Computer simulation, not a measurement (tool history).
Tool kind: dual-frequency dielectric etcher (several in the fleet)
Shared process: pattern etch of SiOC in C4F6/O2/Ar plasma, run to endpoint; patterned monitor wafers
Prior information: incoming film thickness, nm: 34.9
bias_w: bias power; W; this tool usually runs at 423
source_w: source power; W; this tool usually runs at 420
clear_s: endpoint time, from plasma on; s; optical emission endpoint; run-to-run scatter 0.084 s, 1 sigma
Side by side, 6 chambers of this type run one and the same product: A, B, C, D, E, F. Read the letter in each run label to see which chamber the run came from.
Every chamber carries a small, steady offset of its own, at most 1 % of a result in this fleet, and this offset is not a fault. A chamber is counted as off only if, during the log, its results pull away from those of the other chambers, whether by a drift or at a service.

run	hour	bias_w	source_w	clear_s
1D	7.9	423	420	12.302
2B	16.1	423	420	12.486
3E	22.1	423	420	12.292
4C	27.1	423	420	12.135
# hour 31.0: chamber D: bias power generator calibrated
5A	34.9	423	450	11.911
6F	40.6	423	450	11.935
7A	46.6	423	450	11.973
8C	53.3	423	450	11.845
9E	59.9	423	450	11.884
10B	64.8	423	450	12.103
11F	71.9	423	420	12.221
12D	77.5	423	420	12.327
13F	83.5	507	360	12.155
14D	88.4	507	360	12.178
15C	95.0	507	360	12.181
16E	102.7	507	360	12.216
17A	110.0	507	360	12.177
18B	115.0	507	360	12.314
19D	122.6	423	420	12.098
20C	127.4	455	420	11.895
21E	132.7	455	420	12.110
22A	137.2	455	420	11.939
23F	142.4	455	420	11.943
24B	149.4	455	420	11.992
25C	154.9	455	420	11.865
# hour 159.5: chamber F: wet clean of the chamber
26D	163.3	423	420	12.251
27E	171.2	423	420	12.252
# hour 171.7: chamber A: wet clean of the chamber
28F	176.1	423	420	12.248
29A	184.1	423	420	12.323
30B	190.3	423	420	12.250
31B	195.0	423	420	12.451
32A	203.9	423	420	12.333
33F	211.7	505	420	11.402
34C	216.9	505	420	11.517
35E	224.9	505	420	11.566
36D	229.0	505	420	11.590

The same settings go to every chamber for the next run, one line per chamber below. Forecast the results for each:
37A	235.4	423	420	?
37B	235.4	423	420	?
37C	235.4	423	420	?
37D	235.4	423	420	?
37E	235.4	423	420	?
37F	235.4	423	420	?

run	clear_s
37A	12.357
37B	12.338
37C	12.241
37D	12.198
37E	12.433
37F	12.311
